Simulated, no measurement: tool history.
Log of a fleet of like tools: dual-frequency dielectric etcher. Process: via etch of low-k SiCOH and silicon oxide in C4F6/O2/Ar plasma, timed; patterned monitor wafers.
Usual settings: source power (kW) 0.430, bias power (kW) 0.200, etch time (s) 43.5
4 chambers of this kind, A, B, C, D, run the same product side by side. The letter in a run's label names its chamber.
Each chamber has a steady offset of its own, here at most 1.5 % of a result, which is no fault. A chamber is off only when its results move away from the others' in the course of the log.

| run | hour | source power (kW) | bias power (kW) | etch time (s) | hours since the last wet clean | hours since the last source power generator calibration | hours since the last bias power generator calibration | read-back reference wafer on the same gauge, depth_nm | mean etch depth across the wafer (Å) |
|---|---|---|---|---|---|---|---|---|---|
| 1B | 9.2 | 0.430 | 0.200 | 43.5 | 278.9 | 2680.2 | 316.3 | 106.98 | 1098.50 |
|  | 15.2 | chamber D: wet clean of the chamber |
| 2D | 24.0 | 0.430 | 0.200 | 43.5 | 8.9 | 1220.2 | 1875.0 | 107.08 | 1095.20 |
| 3A | 31.1 | 0.430 | 0.200 | 43.5 | 304.0 | 287.0 | 2765.1 | 106.99 | 1089.80 |
| 4C | 38.7 | 0.430 | 0.200 | 43.5 | 332.3 | 3878.7 | 1371.7 | 106.94 | 1092.10 |
| 5D | 53.7 | 0.430 | 0.200 | 43.5 | 38.6 | 1249.9 | 1904.7 | 107.05 | 1083.50 |
| 6A | 64.8 | 0.430 | 0.200 | 43.5 | 337.7 | 320.7 | 2798.8 | 106.96 | 1090.40 |
| 7C | 80.2 | 0.430 | 0.200 | 43.5 | 373.8 | 3920.2 | 1413.2 | 107.03 | 1084.00 |
| 8B | 93.8 | 0.430 | 0.200 | 43.5 | 363.5 | 2764.8 | 400.9 | 107.08 | 1103.80 |
| 9A | 107.7 | 0.430 | 0.200 | 43.5 | 380.6 | 363.6 | 2841.7 | 107.01 | 1090.40 |
| 10D | 122.4 | 0.430 | 0.200 | 43.5 | 107.3 | 1318.6 | 1973.4 | 107.01 | 1087.90 |
| 11B | 136.1 | 0.430 | 0.200 | 43.5 | 405.8 | 2807.1 | 443.2 | 106.96 | 1108.60 |
| 12C | 146.9 | 0.330 | 0.200 | 31.0 | 440.5 | 3986.9 | 1479.9 | 107.03 | 696.56 |
| 13A | 154.1 | 0.330 | 0.200 | 31.0 | 427.0 | 410.0 | 2888.1 | 107.05 | 704.63 |
| 14C | 166.8 | 0.330 | 0.200 | 31.0 | 460.4 | 4006.8 | 1499.8 | 107.06 | 699.55 |
| 15B | 180.0 | 0.330 | 0.200 | 31.0 | 449.7 | 2851.0 | 487.1 | 107.04 | 714.16 |
| 16D | 193.0 | 0.430 | 0.200 | 43.5 | 177.9 | 1389.2 | 2044.0 | 106.92 | 1090.30 |
|  | 196.0 | chamber A: wet clean of the chamber |
| 17D | 205.2 | 0.430 | 0.200 | 43.5 | 190.1 | 1401.4 | 2056.2 | 107.02 | 1092.20 |
| 18B | 220.2 | 0.430 | 0.200 | 43.5 | 489.9 | 2891.2 | 527.3 | 106.97 | 1105.70 |
|  | 231.7 | chamber B: wet clean of the chamber |
| 19C | 232.5 | 0.430 | 0.200 | 43.5 | 526.1 | 4072.5 | 1565.5 | 107.00 | 1085.00 |
| 20A | 247.0 | 0.430 | 0.200 | 43.5 | 51.1 | 502.9 | 2981.0 | 107.03 | 1119.70 |
| 21C | 254.9 | 0.430 | 0.200 | 43.5 | 548.5 | 4094.9 | 1587.9 | 107.09 | 1087.20 |
| 22A | 269.7 | 0.430 | 0.200 | 43.5 | 73.8 | 525.6 | 3003.7 | 107.03 | 1119.60 |
| 23B | 277.1 | 0.430 | 0.200 | 43.5 | 45.4 | 2948.1 | 584.2 | 107.00 | 1103.70 |
| 24D | 286.5 | 0.430 | 0.200 | 43.5 | 271.4 | 1482.7 | 2137.5 | 106.99 | 1089.50 |
| 25A | 299.5 | 0.430 | 0.200 | 43.5 | 103.6 | 555.4 | 3033.5 | 107.06 | 1121.70 |
| 26B | 314.8 | 0.520 | 0.200 | 43.5 | 83.1 | 2985.8 | 621.9 | 107.03 | 1196.30 |
| 27D | 325.8 | 0.520 | 0.200 | 43.5 | 310.7 | 1522.0 | 2176.8 | 106.98 | 1175.50 |
| 28C | 342.3 | 0.520 | 0.200 | 43.5 | 635.9 | 4182.3 | 1675.3 | 106.99 | 1171.40 |
| 29A | 352.2 | 0.520 | 0.200 | 43.5 | 156.3 | 608.1 | 3086.2 | 106.92 | 1208.20 |
|  | 356.9 | chamber C: source power generator calibrated |
| 30C | 368.6 | 0.430 | 0.200 | 43.5 | 662.2 | 11.7 | 1701.6 | 107.01 | 1080.10 |
| 31D | 381.5 | 0.430 | 0.200 | 43.5 | 366.4 | 1577.7 | 2232.5 | 107.00 | 1089.00 |
| 32B | 396.6 | 0.430 | 0.200 | 43.5 | 164.9 | 3067.6 | 703.7 | 107.02 | 1101.10 |

Is one chamber off against the others, does the gauge drift, or is nothing wrong? If a chamber is off, say which, and what the likeliest cause is.

A service left chamber A off against the others.
Cause: etch rate over this chamber's usual, % = 2.53.

Here are 4 candidates for chamber A's next run, each the usual settings with a change, their results left as question marks. Which one brings its results back in line with what the others give on the usual settings?
In line means no further than this from the other chambers' mean on the usual settings: mean etch depth across the wafer (Å) 11.00
| 33A-1 | 408.4 | 0.430 | 0.202 | 43.5 |  |  |  |  | ? |
| 33A-2 | 408.4 | 0.430 | 0.215 | 43.5 |  |  |  |  | ? |
| 33A-3 | 408.4 | 0.430 | 0.196 | 43.5 |  |  |  |  | ? |
| 33A-4 | 408.4 | 0.430 | 0.199 | 42.5 |  |  |  |  | ? |

The other chambers' mean on the usual settings: mean etch depth across the wafer (Å) 1093.60
| run | mean etch depth across the wafer (Å) |
|---|---|
| 33A-1 | 1124.10 |
| 33A-2 | 1146.90 |
| 33A-3 | 1113.30 |
| 33A-4 | 1093.00 |
33A-4 brings the chamber back in line.
